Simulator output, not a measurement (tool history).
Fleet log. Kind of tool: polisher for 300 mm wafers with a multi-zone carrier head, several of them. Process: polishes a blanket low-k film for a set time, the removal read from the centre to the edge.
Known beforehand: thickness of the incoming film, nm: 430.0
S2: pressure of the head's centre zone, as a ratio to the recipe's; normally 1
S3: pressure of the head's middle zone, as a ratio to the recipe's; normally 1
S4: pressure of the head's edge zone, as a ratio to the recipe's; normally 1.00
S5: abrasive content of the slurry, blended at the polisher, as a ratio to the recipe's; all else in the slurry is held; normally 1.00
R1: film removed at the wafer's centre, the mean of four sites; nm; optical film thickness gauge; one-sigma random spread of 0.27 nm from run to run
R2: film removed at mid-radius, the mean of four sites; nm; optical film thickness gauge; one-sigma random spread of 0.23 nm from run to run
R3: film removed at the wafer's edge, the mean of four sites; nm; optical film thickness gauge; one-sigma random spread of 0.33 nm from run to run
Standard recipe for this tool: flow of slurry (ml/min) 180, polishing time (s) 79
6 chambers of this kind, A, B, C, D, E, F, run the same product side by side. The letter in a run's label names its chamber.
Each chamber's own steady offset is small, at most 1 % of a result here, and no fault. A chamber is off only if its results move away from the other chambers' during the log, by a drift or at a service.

Run 1B, day 0.254: usual settings. Result: R1 26.239 nm, R2 26.357 nm, R3 26.499 nm.
Run 2E, day 0.554: usual settings. Result: R1 26.752 nm, R2 25.707 nm, R3 26.349 nm.
At day 0.683: chamber A: worn pad replaced by a new one.
Run 3F, day 0.725: usual settings. Result: R1 26.301 nm, R2 26.311 nm, R3 26.258 nm.
Run 4C, day 0.938: usual settings. Result: R1 25.960 nm, R2 25.611 nm, R3 25.810 nm.
Run 5A, day 1.100: usual settings but S5 0.75, polishing time (s) 106. Result: R1 30.330 nm, R2 30.329 nm, R3 30.368 nm.
Run 6D, day 1.238: usual settings but S5 0.75, polishing time (s) 106. Result: R1 30.232 nm, R2 30.571 nm, R3 30.584 nm.
Run 7A, day 1.462: usual settings but S5 0.75, polishing time (s) 106. Result: R1 30.884 nm, R2 30.060 nm, R3 30.756 nm.
At day 1.512: chamber F: worn pad replaced by a new one.
Run 8D, day 1.738: usual settings but S5 0.75, polishing time (s) 106. Result: R1 30.518 nm, R2 30.461 nm, R3 30.298 nm.
At day 1.788: chamber E: worn pad replaced by a new one.
Run 9E, day 1.917: usual settings but S5 0.75, polishing time (s) 106. Result: R1 30.735 nm, R2 30.380 nm, R3 30.141 nm.
At day 2.038: chamber C: worn pad replaced by a new one.
Run 10B, day 2.154: usual settings but S5 0.75, polishing time (s) 106. Result: R1 30.657 nm, R2 30.321 nm, R3 30.276 nm.
At day 2.317: chamber D: worn pad replaced by a new one.
Run 11C, day 2.388: usual settings. Result: R1 26.092 nm, R2 26.104 nm, R3 26.201 nm.
At day 2.517: chamber B: worn pad replaced by a new one.
Run 12F, day 2.671: usual settings. Result: R1 26.362 nm, R2 26.304 nm, R3 26.441 nm.
At day 2.704: chamber A: worn pad replaced by a new one.
At day 2.883: chamber A: centre zone pressure recalibrated.
Run 13A, day 2.975: usual settings but S4 1.11, S5 0.80. Result: R1 25.923 nm, R2 23.342 nm, R3 24.700 nm.
Run 14C, day 3.246: usual settings but S4 1.11, S5 0.80. Result: R1 23.077 nm, R2 23.122 nm, R3 25.479 nm.
Run 15F, day 3.492: usual settings but S4 1.11, S5 0.80. Result: R1 23.367 nm, R2 24.014 nm, R3 24.934 nm.
Run 16B, day 3.675: usual settings but S4 1.11, S5 0.80. Result: R1 23.603 nm, R2 23.845 nm, R3 25.245 nm.
Run 17E, day 3.825: usual settings but S4 1.11, S5 0.80. Result: R1 23.313 nm, R2 23.811 nm, R3 24.675 nm.
Run 18D, day 4.050: usual settings but S4 1.11, S5 0.80. Result: R1 23.153 nm, R2 23.851 nm, R3 24.893 nm.
Run 19A, day 4.321: usual settings. Result: R1 28.598 nm, R2 25.961 nm, R3 26.041 nm.
At day 4.379: chamber A: worn pad replaced by a new one.
Run 20D, day 4.600: usual settings. Result: R1 26.084 nm, R2 26.087 nm, R3 26.029 nm.
At day 4.612: chamber D: worn pad replaced by a new one.
At day 4.692: chamber C: worn pad replaced by a new one.
Run 21E, day 4.754: usual settings. Result: R1 25.636 nm, R2 26.498 nm, R3 26.292 nm.
Run 22C, day 4.933: usual settings. Result: R1 26.013 nm, R2 25.690 nm, R3 26.215 nm.
Run 23B, day 5.204: usual settings. Result: R1 26.623 nm, R2 26.170 nm, R3 26.063 nm.
Run 24F, day 5.429: usual settings. Result: R1 26.290 nm, R2 26.581 nm, R3 25.793 nm.
Run 25F, day 5.658: usual settings. Result: R1 26.387 nm, R2 26.061 nm, R3 25.845 nm.
At day 5.688: chamber E: worn pad replaced by a new one.
At day 5.729: chamber A: slurry nozzle cleaned.
Run 26C, day 5.962: usual settings. Result: R1 25.671 nm, R2 26.628 nm, R3 26.057 nm.
At day 6.121: chamber F: worn pad replaced by a new one.
Run 27D, day 6.121: usual settings. Result: R1 26.214 nm, R2 26.347 nm, R3 26.092 nm.
Run 28B, day 6.271: usual settings. Result: R1 26.468 nm, R2 26.596 nm, R3 25.638 nm.
At day 6.392: chamber A: worn pad replaced by a new one.
At day 6.396: chamber B: worn pad replaced by a new one.
Run 29A, day 6.554: usual settings. Result: R1 28.777 nm, R2 26.273 nm, R3 26.474 nm.
Run 30E, day 6.750: usual settings. Result: R1 26.384 nm, R2 26.589 nm, R3 25.672 nm.
At day 6.829: chamber B: edge zone pressure recalibrated.
At day 6.862: chamber D: worn pad replaced by a new one.
Run 31B, day 7.021: usual settings. Result: R1 26.635 nm, R2 26.066 nm, R3 25.831 nm.
At day 7.046: chamber E: slurry nozzle cleaned.
Run 32A, day 7.183: usual settings. Result: R1 28.885 nm, R2 26.460 nm, R3 26.292 nm.
Run 33D, day 7.375: usual settings. Result: R1 25.471 nm, R2 26.662 nm, R3 25.834 nm.
Run 34E, day 7.638: usual settings. Result: R1 26.375 nm, R2 26.519 nm, R3 25.570 nm.
At day 7.696: chamber C: worn pad replaced by a new one.
Run 35F, day 7.908: usual settings. Result: R1 26.180 nm, R2 26.671 nm, R3 26.133 nm.
Run 36C, day 8.171: usual settings. Result: R1 25.896 nm, R2 26.130 nm, R3 26.569 nm.
Run 37E, day 8.446: usual settings. Result: R1 26.086 nm, R2 26.486 nm, R3 26.265 nm.
Run 38B, day 8.696: usual settings. Result: R1 26.207 nm, R2 26.376 nm, R3 26.688 nm.
Run 39D, day 8.875: usual settings. Result: R1 25.996 nm, R2 26.764 nm, R3 25.813 nm.

Each of the 6 chambers runs these same settings next. Fill in every chamber's results:
Run 40A, day 9.092: usual settings but flow of slurry (ml/min) 230. Result: R1 ?, R2 ?, R3 ?.
Run 40B, day 9.092: usual settings but flow of slurry (ml/min) 230. Result: R1 ?, R2 ?, R3 ?.
Run 40C, day 9.092: usual settings but flow of slurry (ml/min) 230. Result: R1 ?, R2 ?, R3 ?.
Run 40D, day 9.092: usual settings but flow of slurry (ml/min) 230. Result: R1 ?, R2 ?, R3 ?.
Run 40E, day 9.092: usual settings but flow of slurry (ml/min) 230. Result: R1 ?, R2 ?, R3 ?.
Run 40F, day 9.092: usual settings but flow of slurry (ml/min) 230. Result: R1 ?, R2 ?, R3 ?.

run      R1      R2      R3
40A  30.062  26.539  26.835
40B  27.182  27.258  27.539
40C  27.434  27.191  26.476
40D  26.463  27.728  27.075
40E  27.266  27.508  27.403
40F  27.005  26.739  26.639
